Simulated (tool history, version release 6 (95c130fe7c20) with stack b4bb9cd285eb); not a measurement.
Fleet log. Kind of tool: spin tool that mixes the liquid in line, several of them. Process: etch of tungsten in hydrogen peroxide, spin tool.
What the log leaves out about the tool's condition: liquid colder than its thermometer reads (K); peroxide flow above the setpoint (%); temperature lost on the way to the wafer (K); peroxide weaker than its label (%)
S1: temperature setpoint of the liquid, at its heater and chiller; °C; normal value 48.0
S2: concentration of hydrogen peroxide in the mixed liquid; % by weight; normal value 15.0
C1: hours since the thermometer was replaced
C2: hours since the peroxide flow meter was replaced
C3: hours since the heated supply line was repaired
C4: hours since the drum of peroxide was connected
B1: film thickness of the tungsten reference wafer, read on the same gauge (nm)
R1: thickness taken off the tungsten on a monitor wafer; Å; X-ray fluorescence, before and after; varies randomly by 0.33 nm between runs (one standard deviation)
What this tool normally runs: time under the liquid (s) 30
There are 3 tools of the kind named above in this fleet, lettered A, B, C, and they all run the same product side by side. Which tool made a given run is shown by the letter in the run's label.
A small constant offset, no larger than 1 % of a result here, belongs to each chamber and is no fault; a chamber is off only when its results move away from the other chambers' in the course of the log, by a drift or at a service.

run 1C hour=10.3 | S1=48.0 S2=15.0 time_under_the_liquid_(s)=30 | C1=424.6 C2=181.7 C3=241.0 C4=195.5 | B1=100.000 | R1=613.96
run 2B hour=22.6 | S1=48.0 S2=15.0 time_under_the_liquid_(s)=30 | C1=504.7 C2=268.8 C3=2125.2 C4=514.0 | B1=100.010 | R1=620.20
run 3A hour=35.5 | S1=48.0 S2=15.0 time_under_the_liquid_(s)=30 | C1=243.5 C2=533.1 C3=941.5 C4=362.7 | B1=100.040 | R1=620.04
-- hour=44.8 chamber A: heated supply line repaired
run 4A hour=46.7 | S1=48.0 S2=15.0 time_under_the_liquid_(s)=30 | C1=254.7 C2=544.3 C3=1.9 C4=373.9 | B1=99.983 | R1=626.45
run 5C hour=56.5 | S1=48.0 S2=15.0 time_under_the_liquid_(s)=30 | C1=470.8 C2=227.9 C3=287.2 C4=241.7 | B1=100.020 | R1=617.82
run 6B hour=64.1 | S1=48.0 S2=15.0 time_under_the_liquid_(s)=30 | C1=546.2 C2=310.3 C3=2166.7 C4=555.5 | B1=100.020 | R1=621.10
run 7C hour=72.2 | S1=48.0 S2=15.0 time_under_the_liquid_(s)=30 | C1=486.5 C2=243.6 C3=302.9 C4=257.4 | B1=99.994 | R1=615.16
run 8B hour=79.1 | S1=48.0 S2=15.0 time_under_the_liquid_(s)=30 | C1=561.2 C2=325.3 C3=2181.7 C4=570.5 | B1=100.020 | R1=620.71
run 9A hour=87.5 | S1=48.0 S2=15.0 time_under_the_liquid_(s)=30 | C1=295.5 C2=585.1 C3=42.7 C4=414.7 | B1=99.990 | R1=619.14
run 10C hour=100.8 | S1=48.0 S2=15.0 time_under_the_liquid_(s)=30 | C1=515.1 C2=272.2 C3=331.5 C4=286.0 | B1=100.000 | R1=616.75
run 11B hour=114.2 | S1=48.0 S2=15.0 time_under_the_liquid_(s)=30 | C1=596.3 C2=360.4 C3=2216.8 C4=605.6 | B1=100.000 | R1=622.00
run 12A hour=123.3 | S1=38.5 S2=13.5 time_under_the_liquid_(s)=30 | C1=331.3 C2=620.9 C3=78.5 C4=450.5 | B1=99.980 | R1=327.09
run 13C hour=135.5 | S1=38.5 S2=13.5 time_under_the_liquid_(s)=30 | C1=549.8 C2=306.9 C3=366.2 C4=320.7 | B1=100.030 | R1=315.36
run 14A hour=146.5 | S1=38.5 S2=13.5 time_under_the_liquid_(s)=30 | C1=354.5 C2=644.1 C3=101.7 C4=473.7 | B1=100.010 | R1=325.97
run 15B hour=153.5 | S1=48.0 S2=15.0 time_under_the_liquid_(s)=30 | C1=635.6 C2=399.7 C3=2256.1 C4=644.9 | B1=100.010 | R1=619.91
run 16A hour=162.8 | S1=48.0 S2=15.0 time_under_the_liquid_(s)=30 | C1=370.8 C2=660.4 C3=118.0 C4=490.0 | B1=99.986 | R1=618.43
run 17B hour=174.5 | S1=48.0 S2=15.0 time_under_the_liquid_(s)=30 | C1=656.6 C2=420.7 C3=2277.1 C4=665.9 | B1=99.995 | R1=613.80
run 18C hour=180.8 | S1=48.0 S2=15.0 time_under_the_liquid_(s)=30 | C1=595.1 C2=352.2 C3=411.5 C4=366.0 | B1=99.986 | R1=610.69
run 19A hour=190.5 | S1=48.0 S2=12.0 time_under_the_liquid_(s)=30 | C1=398.5 C2=688.1 C3=145.7 C4=517.7 | B1=100.010 | R1=557.53
run 20C hour=197.0 | S1=48.0 S2=12.0 time_under_the_liquid_(s)=30 | C1=611.3 C2=368.4 C3=427.7 C4=382.2 | B1=99.959 | R1=544.59
run 21B hour=209.1 | S1=48.0 S2=12.0 time_under_the_liquid_(s)=30 | C1=691.2 C2=455.3 C3=2311.7 C4=700.5 | B1=100.020 | R1=548.77
run 22A hour=221.4 | S1=48.0 S2=15.0 time_under_the_liquid_(s)=30 | C1=429.4 C2=719.0 C3=176.6 C4=548.6 | B1=99.971 | R1=624.52
run 23C hour=235.1 | S1=48.0 S2=15.0 time_under_the_liquid_(s)=30 | C1=649.4 C2=406.5 C3=465.8 C4=420.3 | B1=99.969 | R1=615.12
run 24B hour=246.6 | S1=48.0 S2=12.0 time_under_the_liquid_(s)=30 | C1=728.7 C2=492.8 C3=2349.2 C4=738.0 | B1=100.030 | R1=539.54
run 25A hour=252.7 | S1=48.0 S2=12.0 time_under_the_liquid_(s)=30 | C1=460.7 C2=750.3 C3=207.9 C4=579.9 | B1=100.040 | R1=555.39
run 26C hour=262.5 | S1=48.0 S2=12.0 time_under_the_liquid_(s)=30 | C1=676.8 C2=433.9 C3=493.2 C4=447.7 | B1=100.010 | R1=549.51
run 27B hour=272.4 | S1=48.0 S2=15.0 time_under_the_liquid_(s)=45 | C1=754.5 C2=518.6 C3=2375.0 C4=763.8 | B1=99.995 | R1=908.69
run 28C hour=286.5 | S1=48.0 S2=15.0 time_under_the_liquid_(s)=45 | C1=700.8 C2=457.9 C3=517.2 C4=471.7 | B1=100.010 | R1=920.86
run 29A hour=294.2 | S1=48.0 S2=15.0 time_under_the_liquid_(s)=45 | C1=502.2 C2=791.8 C3=249.4 C4=621.4 | B1=99.989 | R1=944.63
run 30B hour=307.5 | S1=48.0 S2=15.0 time_under_the_liquid_(s)=30 | C1=789.6 C2=553.7 C3=2410.1 C4=798.9 | B1=100.010 | R1=601.60
run 31A hour=318.4 | S1=48.0 S2=15.0 time_under_the_liquid_(s)=30 | C1=526.4 C2=816.0 C3=273.6 C4=645.6 | B1=100.020 | R1=626.03
run 32C hour=326.4 | S1=48.0 S2=15.0 time_under_the_liquid_(s)=30 | C1=740.7 C2=497.8 C3=557.1 C4=511.6 | B1=100.010 | R1=616.62
run 33B hour=332.6 | S1=48.0 S2=15.0 time_under_the_liquid_(s)=30 | C1=814.7 C2=578.8 C3=2435.2 C4=824.0 | B1=99.995 | R1=593.59
run 34B hour=341.9 | S1=48.0 S2=15.0 time_under_the_liquid_(s)=30 | C1=824.0 C2=588.1 C3=2444.5 C4=833.3 | B1=99.993 | R1=599.47
run 35A hour=355.0 | S1=48.0 S2=15.0 time_under_the_liquid_(s)=30 | C1=563.0 C2=852.6 C3=310.2 C4=682.2 | B1=100.000 | R1=631.23
run 36C hour=366.7 | S1=51.5 S2=15.0 time_under_the_liquid_(s)=40 | C1=781.0 C2=538.1 C3=597.4 C4=551.9 | B1=99.972 | R1=1025.10
-- hour=370.3 chamber B: new drum of peroxide connected
run 37A hour=378.9 | S1=51.5 S2=15.0 time_under_the_liquid_(s)=40 | C1=586.9 C2=876.5 C3=334.1 C4=706.1 | B1=100.000 | R1=1027.10
run 38B hour=386.3 | S1=51.5 S2=15.0 time_under_the_liquid_(s)=40 | C1=868.4 C2=632.5 C3=2488.9 C4=16.0 | B1=100.010 | R1=970.85
run 39C hour=397.1 | S1=48.0 S2=15.0 time_under_the_liquid_(s)=30 | C1=811.4 C2=568.5 C3=627.8 C4=582.3 | B1=99.978 | R1=613.75
run 40A hour=403.9 | S1=48.0 S2=15.0 time_under_the_liquid_(s)=30 | C1=611.9 C2=901.5 C3=359.1 C4=731.1 | B1=100.010 | R1=628.55

Does one chamber stand apart from the rest, does the shared gauge drift, or is all well apart from small per-chamber offsets? Give the chamber and the most likely cause, where there is one.

Little by little, chamber B moves away from the other chambers.
Likeliest cause: liquid colder than its thermometer reads (K) = 1.07.
With only this log, it may be confused with: peroxide flow below the setpoint (%); temperature lost on the way to the wafer (K).

Below are 4 candidate recipes for chamber B's next run, each the usual settings with a change, their results shown as question marks. Which of them brings B's results back in line with what the other chambers give on the usual settings?
To be in line, a result may differ from the other chambers' mean on the usual settings by at most: R1 12.00 Å
run 41B-1 hour=414.0 | S1=48.0 S2=18.0 time_under_the_liquid_(s)=30 | R1=?
run 41B-2 hour=414.0 | S1=46.5 S2=15.0 time_under_the_liquid_(s)=30 | R1=?
run 41B-3 hour=414.0 | S1=48.0 S2=13.5 time_under_the_liquid_(s)=30 | R1=?
run 41B-4 hour=414.0 | S1=49.0 S2=15.0 time_under_the_liquid_(s)=30 | R1=?

Usual-settings mean across the other chambers: R1 620.47 Å
run=41B-1 R1=643.83
run=41B-2 R1=536.15
run=41B-3 R1=558.29
run=41B-4 R1=625.48
Change 41B-4 lands the chamber within the allowed miss of the other chambers.

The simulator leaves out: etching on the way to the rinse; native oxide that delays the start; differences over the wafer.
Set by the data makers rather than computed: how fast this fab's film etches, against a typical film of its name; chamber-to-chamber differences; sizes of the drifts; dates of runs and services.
